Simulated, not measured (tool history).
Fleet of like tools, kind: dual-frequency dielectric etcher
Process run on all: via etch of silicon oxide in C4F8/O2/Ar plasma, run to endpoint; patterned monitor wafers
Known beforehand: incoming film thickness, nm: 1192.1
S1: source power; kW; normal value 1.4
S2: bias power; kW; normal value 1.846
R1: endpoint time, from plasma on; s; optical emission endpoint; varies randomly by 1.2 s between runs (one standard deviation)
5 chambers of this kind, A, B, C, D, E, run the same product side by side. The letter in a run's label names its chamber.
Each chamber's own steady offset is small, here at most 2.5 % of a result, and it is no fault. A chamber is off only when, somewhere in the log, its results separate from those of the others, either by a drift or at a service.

{"run": "1C", "hour": 6.4, "S1": 1.4, "S2": 1.846, "R1": 283.34}
{"run": "2B", "hour": 11.6, "S1": 1.4, "S2": 1.846, "R1": 278.14}
{"run": "3E", "hour": 23.2, "S1": 1.4, "S2": 1.846, "R1": 274.32}
{"run": "4D", "hour": 29.4, "S1": 1.4, "S2": 1.846, "R1": 280.31}
{"run": "5A", "hour": 35.0, "S1": 1.4, "S2": 1.846, "R1": 280.47}
{"run": "6B", "hour": 42.8, "S1": 1.4, "S2": 1.846, "R1": 276.31}
{"run": "7A", "hour": 47.9, "S1": 1.4, "S2": 1.846, "R1": 279.55}
{"run": "8C", "hour": 56.3, "S1": 1.4, "S2": 1.846, "R1": 282.74}
{"run": "9E", "hour": 65.1, "S1": 1.4, "S2": 1.55, "R1": 289.45}
{"run": "10D", "hour": 73.6, "S1": 1.4, "S2": 1.55, "R1": 291.19}
{"run": "11E", "hour": 78.9, "S1": 1.4, "S2": 1.55, "R1": 290.06}
{"run": "12B", "hour": 83.9, "S1": 1.4, "S2": 1.55, "R1": 292.9}
{"run": "13D", "hour": 93.5, "S1": 1.4, "S2": 1.55, "R1": 292.66}
{"run": "14A", "hour": 99.3, "S1": 1.4, "S2": 1.846, "R1": 280.21}
{"run": "15C", "hour": 109.9, "S1": 1.4, "S2": 1.846, "R1": 284.23}
{"hour": 110.5, "done": "chamber A: bias power generator calibrated"}
{"run": "16B", "hour": 118.4, "S1": 1.4, "S2": 1.846, "R1": 280.46}
{"run": "17D", "hour": 126.3, "S1": 1.4, "S2": 1.846, "R1": 277.29}
{"run": "18A", "hour": 137.3, "S1": 1.4, "S2": 1.495, "R1": 293.76}
{"run": "19E", "hour": 145.0, "S1": 1.4, "S2": 1.495, "R1": 293.31}
{"run": "20C", "hour": 151.7, "S1": 1.4, "S2": 1.495, "R1": 303.15}
{"run": "21D", "hour": 157.7, "S1": 1.4, "S2": 1.495, "R1": 293.18}
{"run": "22A", "hour": 167.3, "S1": 1.4, "S2": 1.495, "R1": 295.31}
{"hour": 174.7, "done": "chamber C: wet clean of the chamber"}
{"run": "23B", "hour": 175.9, "S1": 1.4, "S2": 1.846, "R1": 282.22}
{"run": "24E", "hour": 187.1, "S1": 1.4, "S2": 1.846, "R1": 275.96}
{"run": "25C", "hour": 194.6, "S1": 1.4, "S2": 1.846, "R1": 283.76}
{"run": "26D", "hour": 203.7, "S1": 1.4, "S2": 1.846, "R1": 278}
{"run": "27B", "hour": 210.5, "S1": 1.4, "S2": 1.846, "R1": 284.51}
{"run": "28C", "hour": 220.3, "S1": 1.4, "S2": 1.846, "R1": 282.19}
{"run": "29E", "hour": 227.6, "S1": 1.4, "S2": 1.846, "R1": 275.21}
{"run": "30A", "hour": 237.9, "S1": 1.4, "S2": 1.846, "R1": 279.13}
{"run": "31E", "hour": 245.7, "S1": 1.4, "S2": 1.846, "R1": 277.46}
{"run": "32A", "hour": 256.0, "S1": 1.4, "S2": 1.846, "R1": 277.97}
{"run": "33C", "hour": 264.1, "S1": 1.64, "S2": 1.667, "R1": 274.58}
{"run": "34D", "hour": 270.0, "S1": 1.64, "S2": 1.667, "R1": 266.04}
{"run": "35B", "hour": 278.8, "S1": 1.64, "S2": 1.667, "R1": 279.5}
{"hour": 282.2, "done": "chamber A: wet clean of the chamber"}
{"run": "36A", "hour": 284.4, "S1": 1.64, "S2": 1.667, "R1": 268.6}
{"hour": 285.9, "done": "chamber E: wet clean of the chamber"}
{"run": "37E", "hour": 290.2, "S1": 1.64, "S2": 1.667, "R1": 270.69}
{"run": "38D", "hour": 295.5, "S1": 1.4, "S2": 1.846, "R1": 278.95}
{"run": "39C", "hour": 303.0, "S1": 1.4, "S2": 1.495, "R1": 299.67}
{"run": "40B", "hour": 313.6, "S1": 1.4, "S2": 1.495, "R1": 307.87}
{"run": "41B", "hour": 320.2, "S1": 1.4, "S2": 1.495, "R1": 310.06}
{"run": "42C", "hour": 327.4, "S1": 1.4, "S2": 1.495, "R1": 303.32}

Next, every chamber runs the same settings. What will each give?
{"run": "43A", "hour": 335.7, "S1": 1.4, "S2": 1.846, "R1": "?"}
{"run": "43B", "hour": 335.7, "S1": 1.4, "S2": 1.846, "R1": "?"}
{"run": "43C", "hour": 335.7, "S1": 1.4, "S2": 1.846, "R1": "?"}
{"run": "43D", "hour": 335.7, "S1": 1.4, "S2": 1.846, "R1": "?"}
{"run": "43E", "hour": 335.7, "S1": 1.4, "S2": 1.846, "R1": "?"}

run=43A R1=275.44
run=43B R1=292.63
run=43C R1=284.98
run=43D R1=277.72
run=43E R1=277.59
